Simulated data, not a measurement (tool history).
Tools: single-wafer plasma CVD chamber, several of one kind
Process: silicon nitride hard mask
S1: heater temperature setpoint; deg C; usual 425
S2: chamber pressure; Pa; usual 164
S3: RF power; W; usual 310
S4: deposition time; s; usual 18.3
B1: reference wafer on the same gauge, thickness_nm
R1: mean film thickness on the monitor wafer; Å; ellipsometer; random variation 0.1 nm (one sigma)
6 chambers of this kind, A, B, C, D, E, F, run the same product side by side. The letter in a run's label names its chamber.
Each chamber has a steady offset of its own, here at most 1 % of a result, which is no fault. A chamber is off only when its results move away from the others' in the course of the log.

| run | hour | S1 | S2 | S3 | S4 | B1 | R1 |
|---|---|---|---|---|---|---|---|
| 1C | 13.5 | 425 | 164 | 310 | 18.3 | 17.988 | 198.28 |
| 2B | 25.3 | 425 | 164 | 310 | 18.3 | 17.995 | 198.12 |
| 3E | 34.5 | 425 | 164 | 310 | 18.3 | 17.993 | 198.24 |
| 4A | 45.4 | 425 | 164 | 310 | 18.3 | 18.012 | 197.9 |
| 5F | 58.7 | 425 | 164 | 310 | 18.3 | 17.978 | 196.49 |
| 6D | 73.2 | 425 | 164 | 310 | 18.3 | 18.005 | 195.11 |
| 7B | 80 | 425 | 164 | 310 | 18.3 | 18.005 | 198.17 |
| 8D | 87.6 | 425 | 164 | 280 | 16 | 18.001 | 158.01 |
|  | 96.7 | chamber D: RF generator calibrated |
| 9E | 99.4 | 425 | 164 | 280 | 16 | 18.002 | 162.05 |
| 10C | 111.9 | 425 | 164 | 280 | 16 | 18 | 162.65 |
| 11A | 119.5 | 425 | 164 | 280 | 16 | 18.002 | 162.8 |
|  | 127 | chamber E: RF generator calibrated |
| 12F | 127.7 | 425 | 164 | 280 | 16 | 17.995 | 161.07 |
| 13B | 136.6 | 425 | 164 | 280 | 16 | 18.01 | 161.84 |
| 14A | 149.8 | 425 | 164 | 310 | 18.3 | 17.993 | 199.22 |
| 15D | 163.2 | 425 | 164 | 310 | 18.3 | 17.984 | 197.15 |
| 16C | 173.5 | 425 | 164 | 310 | 18.3 | 18.004 | 196.35 |
| 17F | 185.6 | 425 | 164 | 310 | 18.3 | 18.014 | 196.88 |
|  | 191.6 | chamber B: capacitance manometer re-zeroed and calibrated |
| 18E | 195.6 | 425 | 164 | 310 | 18.3 | 18.002 | 196.31 |
| 19F | 206.4 | 425 | 164 | 310 | 18.3 | 17.982 | 196.99 |
| 20B | 220.6 | 425 | 164 | 310 | 18.3 | 18.008 | 197.42 |
| 21E | 229.4 | 425 | 164 | 310 | 18.3 | 17.977 | 196.66 |
| 22C | 240.5 | 439 | 164 | 310 | 18.3 | 17.992 | 195.15 |
| 23D | 250.7 | 439 | 164 | 310 | 18.3 | 18.013 | 194.49 |
| 24A | 259.5 | 439 | 164 | 310 | 18.3 | 17.981 | 197.43 |
| 25E | 267.9 | 439 | 164 | 310 | 18.3 | 17.998 | 194.81 |
| 26D | 280.7 | 439 | 164 | 310 | 18.3 | 17.996 | 194.92 |
| 27A | 290.2 | 439 | 164 | 310 | 18.3 | 18.016 | 197.91 |
| 28F | 303.4 | 425 | 164 | 310 | 18.3 | 17.996 | 198.41 |
| 29C | 314.6 | 425 | 164 | 310 | 18.3 | 18.002 | 190.82 |
| 30B | 324.8 | 425 | 164 | 310 | 18.3 | 18 | 198.69 |
|  | 332.5 | chamber F: thermocouple changed; heater temperature recalibrated |
| 31E | 332.7 | 425 | 164 | 310 | 18.3 | 18.003 | 196.39 |
|  | 342 | chamber C: thermocouple changed; heater temperature recalibrated |
| 32D | 346.7 | 425 | 164 | 310 | 18.3 | 18.004 | 195.71 |
| 33F | 357.6 | 425 | 164 | 310 | 18.3 | 18.01 | 197.81 |
| 34B | 372 | 425 | 164 | 310 | 18.3 | 18.004 | 196.63 |
| 35A | 386.2 | 425 | 164 | 310 | 18.3 | 17.992 | 199.74 |
| 36C | 398.3 | 425 | 164 | 250 | 18.3 | 17.991 | 165.59 |
| 37E | 406.2 | 425 | 164 | 250 | 18.3 | 18 | 168.41 |
| 38B | 421.1 | 425 | 164 | 250 | 18.3 | 17.999 | 171.22 |
| 39A | 431.6 | 425 | 164 | 250 | 18.3 | 17.995 | 172.46 |
| 40C | 442.9 | 425 | 164 | 250 | 18.3 | 17.999 | 165.11 |

What goes on in this fleet: one chamber off, a drifting gauge, or nothing beyond the chambers' own small offsets? Name the chamber and the cause, if any.

Chamber C drifts away from the others.
Cause: delivered RF power below the setpoint (%) = 7.02.

Here are 4 candidates for chamber C's next run, each the usual settings with a change, their results left as question marks. Which one brings its results back in line with what the others give on the usual settings?
In line means no further than this from the other chambers' mean on the usual settings: R1 3.6 Å
| 41C-1 | 453.7 | 425 | 164 | 310 | 19.7 |  | ? |
| 41C-2 | 453.7 | 425 | 159 | 295 | 18.3 |  | ? |
| 41C-3 | 453.7 | 425 | 128 | 310 | 18.3 |  | ? |
| 41C-4 | 453.7 | 425 | 185 | 310 | 18.3 |  | ? |

The other chambers' mean on the usual settings: R1 197.32 Å
| run | R1 |
|---|---|
| 41C-1 | 203.82 |
| 41C-2 | 181.33 |
| 41C-3 | 174.76 |
| 41C-4 | 196.56 |
41C-4 brings the chamber back in line.
